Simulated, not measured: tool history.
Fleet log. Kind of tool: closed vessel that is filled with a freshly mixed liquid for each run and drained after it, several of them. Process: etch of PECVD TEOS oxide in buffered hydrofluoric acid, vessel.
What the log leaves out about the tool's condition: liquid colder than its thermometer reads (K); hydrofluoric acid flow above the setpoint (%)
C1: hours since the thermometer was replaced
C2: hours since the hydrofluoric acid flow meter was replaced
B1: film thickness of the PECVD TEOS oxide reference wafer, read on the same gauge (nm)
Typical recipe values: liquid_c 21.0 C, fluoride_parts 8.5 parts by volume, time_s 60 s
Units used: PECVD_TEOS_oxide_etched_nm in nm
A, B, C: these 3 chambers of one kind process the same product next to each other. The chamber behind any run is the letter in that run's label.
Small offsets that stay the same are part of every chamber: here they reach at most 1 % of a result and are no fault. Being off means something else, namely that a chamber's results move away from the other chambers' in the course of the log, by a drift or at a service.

At hour 9.1: chamber A: thermometer replaced.
Run 1A, hour 9.2: usual settings; C1 0.2; C2 454.2; B1 110.00. Result: PECVD_TEOS_oxide_etched_nm 106.020 nm.
Run 2C, hour 17.3: usual settings; C1 2545.1; C2 697.2; B1 110.00. Result: PECVD_TEOS_oxide_etched_nm 106.180 nm.
Run 3B, hour 22.2: usual settings; C1 268.9; C2 1684.9; B1 109.98. Result: PECVD_TEOS_oxide_etched_nm 106.230 nm.
Run 4C, hour 27.6: usual settings; C1 2555.4; C2 707.5; B1 110.01. Result: PECVD_TEOS_oxide_etched_nm 106.080 nm.
Run 5B, hour 34.6: usual settings; C1 281.3; C2 1697.3; B1 109.97. Result: PECVD_TEOS_oxide_etched_nm 106.110 nm.
Run 6A, hour 42.5: usual settings but liquid_c 17.5 C; C1 33.5; C2 487.5; B1 109.99. Result: PECVD_TEOS_oxide_etched_nm 87.009 nm.
Run 7B, hour 52.0: usual settings but liquid_c 17.5 C; C1 298.7; C2 1714.7; B1 109.99. Result: PECVD_TEOS_oxide_etched_nm 87.713 nm.
Run 8C, hour 57.9: usual settings but liquid_c 17.5 C; C1 2585.7; C2 737.8; B1 109.96. Result: PECVD_TEOS_oxide_etched_nm 87.132 nm.
Run 9A, hour 65.8: usual settings; C1 56.8; C2 510.8; B1 109.98. Result: PECVD_TEOS_oxide_etched_nm 106.620 nm.
Run 10C, hour 74.9: usual settings; C1 2602.7; C2 754.8; B1 109.96. Result: PECVD_TEOS_oxide_etched_nm 105.800 nm.
Run 11A, hour 79.9: usual settings; C1 70.9; C2 524.9; B1 110.03. Result: PECVD_TEOS_oxide_etched_nm 106.510 nm.
Run 12B, hour 87.2: usual settings; C1 333.9; C2 1749.9; B1 110.02. Result: PECVD_TEOS_oxide_etched_nm 106.540 nm.
Run 13B, hour 91.9: usual settings; C1 338.6; C2 1754.6; B1 109.99. Result: PECVD_TEOS_oxide_etched_nm 106.550 nm.
Run 14A, hour 96.6: usual settings; C1 87.6; C2 541.6; B1 109.99. Result: PECVD_TEOS_oxide_etched_nm 105.590 nm.
Run 15C, hour 101.7: usual settings but liquid_c 19.5 C, fluoride_parts 6.0 parts by volume; C1 2629.5; C2 781.6; B1 110.03. Result: PECVD_TEOS_oxide_etched_nm 137.440 nm.
Run 16C, hour 106.9: usual settings but liquid_c 19.5 C, fluoride_parts 6.0 parts by volume; C1 2634.7; C2 786.8; B1 110.00. Result: PECVD_TEOS_oxide_etched_nm 136.390 nm.
Run 17B, hour 114.4: usual settings but liquid_c 19.5 C, fluoride_parts 6.0 parts by volume; C1 361.1; C2 1777.1; B1 110.01. Result: PECVD_TEOS_oxide_etched_nm 137.540 nm.
Run 18A, hour 123.0: usual settings; C1 114.0; C2 568.0; B1 109.98. Result: PECVD_TEOS_oxide_etched_nm 106.300 nm.
Run 19C, hour 130.1: usual settings; C1 2657.9; C2 810.0; B1 110.00. Result: PECVD_TEOS_oxide_etched_nm 106.210 nm.
Run 20B, hour 134.4: usual settings; C1 381.1; C2 1797.1; B1 110.00. Result: PECVD_TEOS_oxide_etched_nm 106.580 nm.
Run 21A, hour 142.2: usual settings but liquid_c 17.0 C; C1 133.2; C2 587.2; B1 110.04. Result: PECVD_TEOS_oxide_etched_nm 84.904 nm.
Run 22C, hour 147.2: usual settings but liquid_c 17.0 C; C1 2675.0; C2 827.1; B1 110.00. Result: PECVD_TEOS_oxide_etched_nm 84.886 nm.
At hour 153.2: chamber C: thermometer replaced.
Run 23B, hour 153.6: usual settings but liquid_c 17.0 C; C1 400.3; C2 1816.3; B1 110.02. Result: PECVD_TEOS_oxide_etched_nm 83.071 nm.
Run 24A, hour 162.7: usual settings but liquid_c 17.5 C, fluoride_parts 11.0 parts by volume; C1 153.7; C2 607.7; B1 109.99. Result: PECVD_TEOS_oxide_etched_nm 69.926 nm.
Run 25A, hour 169.1: usual settings but liquid_c 17.5 C, fluoride_parts 11.0 parts by volume; C1 160.1; C2 614.1; B1 110.04. Result: PECVD_TEOS_oxide_etched_nm 69.844 nm.
Run 26C, hour 173.2: usual settings but liquid_c 17.5 C, fluoride_parts 11.0 parts by volume; C1 20.1; C2 853.1; B1 110.01. Result: PECVD_TEOS_oxide_etched_nm 69.514 nm.
Run 27B, hour 177.6: usual settings but fluoride_parts 11.0 parts by volume, time_s 50 s; C1 424.3; C2 1840.3; B1 110.02. Result: PECVD_TEOS_oxide_etched_nm 69.268 nm.
Run 28B, hour 184.0: usual settings but fluoride_parts 11.0 parts by volume, time_s 50 s; C1 430.7; C2 1846.7; B1 110.00. Result: PECVD_TEOS_oxide_etched_nm 69.381 nm.
Run 29A, hour 189.7: usual settings but fluoride_parts 11.0 parts by volume, time_s 50 s; C1 180.7; C2 634.7; B1 110.02. Result: PECVD_TEOS_oxide_etched_nm 71.366 nm.
Run 30C, hour 194.1: usual settings but liquid_c 25.0 C, fluoride_parts 5.0 parts by volume; C1 41.0; C2 874.0; B1 110.04. Result: PECVD_TEOS_oxide_etched_nm 218.040 nm.
Run 31B, hour 200.1: usual settings but liquid_c 25.0 C, fluoride_parts 5.0 parts by volume; C1 446.8; C2 1862.8; B1 110.00. Result: PECVD_TEOS_oxide_etched_nm 207.480 nm.
Run 32C, hour 204.4: usual settings but liquid_c 25.0 C, fluoride_parts 5.0 parts by volume; C1 51.3; C2 884.3; B1 110.01. Result: PECVD_TEOS_oxide_etched_nm 218.570 nm.
At hour 205.0: chamber A: hydrofluoric acid flow meter replaced.
Run 33A, hour 209.7: usual settings; C1 200.7; C2 4.7; B1 109.99. Result: PECVD_TEOS_oxide_etched_nm 106.450 nm.
Run 34A, hour 218.0: usual settings; C1 209.0; C2 13.0; B1 110.00. Result: PECVD_TEOS_oxide_etched_nm 107.380 nm.
Run 35C, hour 224.5: usual settings; C1 71.4; C2 904.4; B1 109.99. Result: PECVD_TEOS_oxide_etched_nm 106.650 nm.
Run 36B, hour 232.6: usual settings; C1 479.3; C2 1895.3; B1 110.00. Result: PECVD_TEOS_oxide_etched_nm 101.790 nm.
Run 37B, hour 237.1: usual settings; C1 483.8; C2 1899.8; B1 110.01. Result: PECVD_TEOS_oxide_etched_nm 101.350 nm.
Run 38C, hour 245.0: usual settings; C1 91.9; C2 924.9; B1 110.02. Result: PECVD_TEOS_oxide_etched_nm 105.840 nm.

Read the log: is a single chamber off, either drifting away or since a service, is the gauge that measures every chamber drifting, or is nothing wrong beyond small per-chamber offsets? Name any odd chamber and what most likely caused it.

Little by little, chamber B moves away from the other chambers.
Most likely cause: liquid colder than its thermometer reads (K) = 1.1.
With only this log, it may be confused with: hydrofluoric acid flow below the setpoint (%).

Below are 4 candidate recipes for chamber B's next run, each the usual settings with a change, their results shown as question marks. Which of them brings B's results back in line with what the other chambers give on the usual settings?
In line here means within this much of the mean the other chambers give on the usual settings: PECVD_TEOS_oxide_etched_nm 1.600 nm
Run 39B-1, hour 251.8: usual settings but liquid_c 21.5 C, fluoride_parts 8.0 parts by volume. Result: PECVD_TEOS_oxide_etched_nm ?.
Run 39B-2, hour 251.8: usual settings but liquid_c 22.0 C. Result: PECVD_TEOS_oxide_etched_nm ?.
Run 39B-3, hour 251.8: usual settings but liquid_c 20.0 C. Result: PECVD_TEOS_oxide_etched_nm ?.
Run 39B-4, hour 251.8: usual settings but time_s 55 s. Result: PECVD_TEOS_oxide_etched_nm ?.

Mean of the other chambers on the usual settings: PECVD_TEOS_oxide_etched_nm 106.220 nm
  run  PECVD_TEOS_oxide_etched_nm
39B-1                     110.570
39B-2                     106.620
39B-3                      95.164
39B-4                      92.379
The answer is 39B-2, which returns the chamber to within the allowed miss of the others.
